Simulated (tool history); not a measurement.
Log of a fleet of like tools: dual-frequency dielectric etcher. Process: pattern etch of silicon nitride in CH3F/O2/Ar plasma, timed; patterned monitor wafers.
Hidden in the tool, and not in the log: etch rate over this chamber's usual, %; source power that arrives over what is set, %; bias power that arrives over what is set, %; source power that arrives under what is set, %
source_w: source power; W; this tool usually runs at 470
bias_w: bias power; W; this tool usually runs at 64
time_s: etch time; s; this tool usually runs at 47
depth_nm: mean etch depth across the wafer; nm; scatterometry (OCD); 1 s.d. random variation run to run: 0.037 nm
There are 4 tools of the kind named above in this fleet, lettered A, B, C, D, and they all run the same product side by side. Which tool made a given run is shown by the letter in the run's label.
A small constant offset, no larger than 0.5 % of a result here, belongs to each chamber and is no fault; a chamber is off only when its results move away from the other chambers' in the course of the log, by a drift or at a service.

run,hour,source_w,bias_w,time_s,hours since the last wet clean,hours since the last source power generator calibration,hours since the last bias power generator calibration,"read-back reference wafer on the same gauge, depth_nm",depth_nm
1B,11.8,470,64,47,439.6,718.8,1491.3,35.997,33.653
# hour 19.7: chamber C: wet clean of the chamber
2C,20.7,470,64,47,1.0,3575.6,1223.6,36.005,33.587
3A,31.4,470,64,47,448.3,3588.0,2777.0,36.025,33.706
4D,38.6,470,64,47,245.1,679.7,2621.1,36.020,33.705
5C,45.1,470,64,47,25.4,3600.0,1248.0,36.022,33.603
6D,52.1,510,51,47,258.6,693.2,2634.6,36.021,32.414
7A,58.3,510,51,47,475.2,3614.9,2803.9,36.032,32.357
# hour 64.4: chamber B: wet clean of the chamber
8B,66.8,510,51,47,2.5,773.8,1546.3,36.039,32.219
9C,72.8,510,51,47,53.1,3627.7,1275.7,36.039,32.236
10A,83.8,470,64,47,500.7,3640.4,2829.4,36.038,33.730
11D,91.4,470,70,47,297.9,732.5,2673.9,36.053,34.756
12B,97.7,470,70,47,33.4,804.7,1577.2,36.045,34.661
13C,104.5,470,70,47,84.8,3659.4,1307.4,36.057,34.635
# hour 105.1: chamber A: wet clean of the chamber
14D,112.2,470,70,47,318.7,753.3,2694.7,36.060,34.800
15B,122.2,470,64,47,57.9,829.2,1601.7,36.053,33.634
16A,132.5,470,64,47,27.5,3689.1,2878.1,36.077,33.701
17A,138.5,470,64,47,33.5,3695.1,2884.1,36.053,33.754
18C,149.3,470,64,47,129.6,3704.2,1352.2,36.074,33.637
19D,161.2,470,64,47,367.7,802.3,2743.7,36.081,33.782
20B,172.4,470,64,47,108.1,879.4,1651.9,36.090,33.689
21D,182.4,470,64,47,388.9,823.5,2764.9,36.093,33.744
22A,191.3,470,64,47,86.3,3747.9,2936.9,36.090,33.788
23C,201.4,470,64,47,181.7,3756.3,1404.3,36.097,33.679
24B,211.7,470,64,47,147.4,918.7,1691.2,36.100,33.676
25D,223.2,470,64,47,429.7,864.3,2805.7,36.114,33.779
26A,234.4,470,64,47,129.4,3791.0,2980.0,36.117,33.756
27C,240.2,470,64,47,220.5,3795.1,1443.1,36.135,33.705
# hour 244.8: chamber D: bias power generator calibrated
28B,248.7,470,64,47,184.4,955.7,1728.2,36.117,33.711
29C,256.2,470,64,47,236.5,3811.1,1459.1,36.127,33.632
30D,261.3,370,64,59,467.8,902.4,16.5,36.126,38.793
31B,270.8,370,64,59,206.5,977.8,1750.3,36.122,38.597
32A,277.2,370,64,59,172.2,3833.8,3022.8,36.135,38.737
33B,285.4,370,64,59,221.1,992.4,1764.9,36.148,38.608
34C,293.2,470,64,47,273.5,3848.1,1496.1,36.151,33.730
# hour 295.8: chamber A: bias power generator calibrated
35A,303.7,470,64,47,198.7,3860.3,7.9,36.152,33.829
36D,310.6,470,58,47,517.1,951.7,65.8,36.146,32.762

For the next run the whole fleet of 4 chambers uses the same settings. Give each chamber's results:
37A,319.1,470,64,47,,,,,?
37B,319.1,470,64,47,,,,,?
37C,319.1,470,64,47,,,,,?
37D,319.1,470,64,47,,,,,?

run,depth_nm
37A,33.841
37B,33.698
37C,33.792
37D,33.798
